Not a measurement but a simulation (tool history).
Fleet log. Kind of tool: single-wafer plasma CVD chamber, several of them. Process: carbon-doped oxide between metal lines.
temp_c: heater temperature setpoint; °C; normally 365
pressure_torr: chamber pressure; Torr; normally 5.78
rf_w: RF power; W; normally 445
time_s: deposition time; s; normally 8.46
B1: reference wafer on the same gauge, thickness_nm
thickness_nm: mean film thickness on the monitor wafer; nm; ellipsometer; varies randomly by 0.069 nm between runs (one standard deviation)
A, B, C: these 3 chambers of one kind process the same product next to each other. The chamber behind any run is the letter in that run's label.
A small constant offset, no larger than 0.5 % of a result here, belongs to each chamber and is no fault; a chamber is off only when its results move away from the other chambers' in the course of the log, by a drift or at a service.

run 1B day=0.158 | temp_c=365 pressure_torr=5.78 rf_w=445 time_s=8.46 | B1=34.209 | thickness_nm=40.13
run 2C day=0.367 | temp_c=365 pressure_torr=5.78 rf_w=445 time_s=8.46 | B1=34.182 | thickness_nm=40.139
run 3A day=0.483 | temp_c=365 pressure_torr=5.78 rf_w=445 time_s=8.46 | B1=34.171 | thickness_nm=39.852
run 4A day=0.6 | temp_c=365 pressure_torr=5.78 rf_w=445 time_s=8.46 | B1=34.17 | thickness_nm=39.764
run 5C day=0.762 | temp_c=365 pressure_torr=5.78 rf_w=445 time_s=8.46 | B1=34.159 | thickness_nm=39.971
run 6B day=0.938 | temp_c=365 pressure_torr=5.78 rf_w=445 time_s=8.46 | B1=34.143 | thickness_nm=40.225
run 7B day=1.175 | temp_c=365 pressure_torr=5.78 rf_w=445 time_s=8.46 | B1=34.14 | thickness_nm=40.165
run 8A day=1.312 | temp_c=365 pressure_torr=5.78 rf_w=445 time_s=8.46 | B1=34.143 | thickness_nm=39.732
run 9C day=1.538 | temp_c=365 pressure_torr=5.78 rf_w=490 time_s=8.46 | B1=34.119 | thickness_nm=42.668
-- day=1.55 chamber B: capacitance manometer re-zeroed and calibrated
run 10C day=1.762 | temp_c=365 pressure_torr=5.78 rf_w=490 time_s=8.46 | B1=34.122 | thickness_nm=42.708
-- day=1.875 chamber B: RF generator calibrated
run 11B day=1.958 | temp_c=365 pressure_torr=5.78 rf_w=490 time_s=8.46 | B1=34.094 | thickness_nm=42.723
run 12A day=2.121 | temp_c=365 pressure_torr=5.78 rf_w=410 time_s=6.89 | B1=34.099 | thickness_nm=30.511
run 13A day=2.267 | temp_c=365 pressure_torr=5.78 rf_w=410 time_s=6.89 | B1=34.085 | thickness_nm=30.38
run 14B day=2.446 | temp_c=365 pressure_torr=5.78 rf_w=410 time_s=6.89 | B1=34.079 | thickness_nm=30.776
run 15C day=2.592 | temp_c=365 pressure_torr=5.78 rf_w=445 time_s=8.46 | B1=34.081 | thickness_nm=40.053
run 16B day=2.796 | temp_c=365 pressure_torr=5.78 rf_w=375 time_s=7.54 | B1=34.066 | thickness_nm=31.382
run 17C day=3.021 | temp_c=365 pressure_torr=5.78 rf_w=375 time_s=7.54 | B1=34.034 | thickness_nm=31.343
run 18A day=3.217 | temp_c=365 pressure_torr=5.78 rf_w=375 time_s=7.54 | B1=34.056 | thickness_nm=31.081
run 19A day=3.35 | temp_c=365 pressure_torr=5.78 rf_w=445 time_s=8.46 | B1=34.061 | thickness_nm=39.6
-- day=3.458 chamber C: RF generator calibrated
run 20B day=3.475 | temp_c=365 pressure_torr=5.78 rf_w=475 time_s=8.46 | B1=34.047 | thickness_nm=41.846
run 21C day=3.612 | temp_c=365 pressure_torr=5.78 rf_w=475 time_s=8.46 | B1=34.021 | thickness_nm=41.759
run 22C day=3.858 | temp_c=365 pressure_torr=5.78 rf_w=475 time_s=8.46 | B1=34.008 | thickness_nm=41.663
run 23B day=4.062 | temp_c=365 pressure_torr=5.78 rf_w=445 time_s=8.46 | B1=34.003 | thickness_nm=39.994
run 24A day=4.175 | temp_c=365 pressure_torr=5.78 rf_w=445 time_s=8.46 | B1=34.003 | thickness_nm=39.454
run 25A day=4.4 | temp_c=365 pressure_torr=5.78 rf_w=445 time_s=8.46 | B1=34.001 | thickness_nm=39.576
run 26B day=4.562 | temp_c=365 pressure_torr=5.78 rf_w=445 time_s=8.46 | B1=33.975 | thickness_nm=39.864
run 27C day=4.792 | temp_c=365 pressure_torr=5.78 rf_w=445 time_s=8.46 | B1=33.963 | thickness_nm=39.875
run 28A day=4.904 | temp_c=365 pressure_torr=5.78 rf_w=445 time_s=8.46 | B1=33.976 | thickness_nm=39.515

Next, all 3 chambers run the settings below, one line each with question marks for the results. What does each chamber give?
run 29A day=5.079 | temp_c=365 pressure_torr=5.78 rf_w=470 time_s=8.46 | thickness_nm=?
run 29B day=5.079 | temp_c=365 pressure_torr=5.78 rf_w=470 time_s=8.46 | thickness_nm=?
run 29C day=5.079 | temp_c=365 pressure_torr=5.78 rf_w=470 time_s=8.46 | thickness_nm=?

run=29A thickness_nm=41.084
run=29B thickness_nm=41.404
run=29C thickness_nm=41.38
